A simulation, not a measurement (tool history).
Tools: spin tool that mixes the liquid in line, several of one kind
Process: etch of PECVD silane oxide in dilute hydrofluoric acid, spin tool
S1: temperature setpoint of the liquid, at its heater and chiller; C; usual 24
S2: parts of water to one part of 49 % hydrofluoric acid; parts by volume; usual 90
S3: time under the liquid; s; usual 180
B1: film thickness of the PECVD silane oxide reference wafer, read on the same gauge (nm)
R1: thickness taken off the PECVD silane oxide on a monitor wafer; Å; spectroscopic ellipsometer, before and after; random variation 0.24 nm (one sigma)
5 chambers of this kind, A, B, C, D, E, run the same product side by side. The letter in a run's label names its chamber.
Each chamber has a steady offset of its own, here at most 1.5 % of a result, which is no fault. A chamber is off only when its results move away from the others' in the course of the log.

run,day,S1,S2,S3,B1,R1
1D,0.138,24,90,180,59.992,305.42
2B,0.308,24,90,180,60.002,301.62
3E,0.454,24,90,180,59.991,299.43
4A,0.6,24,90,180,60.014,302.84
5C,0.721,24,90,180,59.991,310.81
6D,0.892,24,90,180,60.003,303.47
7A,1.042,24,105,180,60.019,256.65
8E,1.233,24,105,180,59.974,255.72
9B,1.404,24,105,180,59.989,252.87
10C,1.521,24,105,180,60,254.99
11A,1.721,24,105,180,60.01,258.48
12C,1.875,24,90,180,59.993,305.08
13E,2.046,24,90,180,59.999,305.44
14D,2.15,24,90,180,60.001,305.13
15B,2.358,24,90,180,60.016,300.71
16E,2.508,24,90,180,60,308.53
17D,2.638,24,90,180,59.985,309.18
18B,2.754,24,90,180,60.032,300.23
19C,2.962,24,90,180,59.988,306.32
# day 3.046: chamber C: thermometer replaced
20A,3.067,28.5,115,180,59.997,274.54
21C,3.158,28.5,115,180,60.008,279.43
22A,3.342,28.5,115,180,59.995,278.96
23D,3.5,28.5,115,180,60.003,279.24
24B,3.596,28.5,115,180,59.98,272.51
25E,3.771,26.5,90,145,59.975,278.96
26E,3.883,26.5,90,145,60.011,277.85
27A,4.033,26.5,90,145,59.992,272.65
28B,4.204,26.5,90,145,59.98,267.56
29C,4.4,26.5,90,145,59.986,269.14
30D,4.562,24,90,180,60.002,311.36
31E,4.775,26,90,105,60.028,202.18
32B,4.942,26,90,105,59.984,188.45
33D,5.138,26,90,105,60.01,193.18
34A,5.333,26,90,105,60.003,192.34
35C,5.438,26,90,105,60.002,192.08
36B,5.588,24,90,180,59.999,301.62
37E,5.792,24,90,180,60.01,323.3
38D,5.9,24,90,180,59.981,308.9
39A,6.1,24,90,180,60.006,304.87
40C,6.233,24,90,180,60.004,303.99
41C,6.342,24,90,180,59.975,303.48
42D,6.554,24,90,180,59.994,306.75
43B,6.662,24,90,180,60.004,298.26
44E,6.862,24,90,180,59.998,325.79

All 5 chambers run these settings next. Forecast each chamber's results:
45A,7.012,28,90,180,,?
45B,7.012,28,90,180,,?
45C,7.012,28,90,180,,?
45D,7.012,28,90,180,,?
45E,7.012,28,90,180,,?

run,R1
45A,354.62
45B,353.27
45C,356.3
45D,362.68
45E,391.98

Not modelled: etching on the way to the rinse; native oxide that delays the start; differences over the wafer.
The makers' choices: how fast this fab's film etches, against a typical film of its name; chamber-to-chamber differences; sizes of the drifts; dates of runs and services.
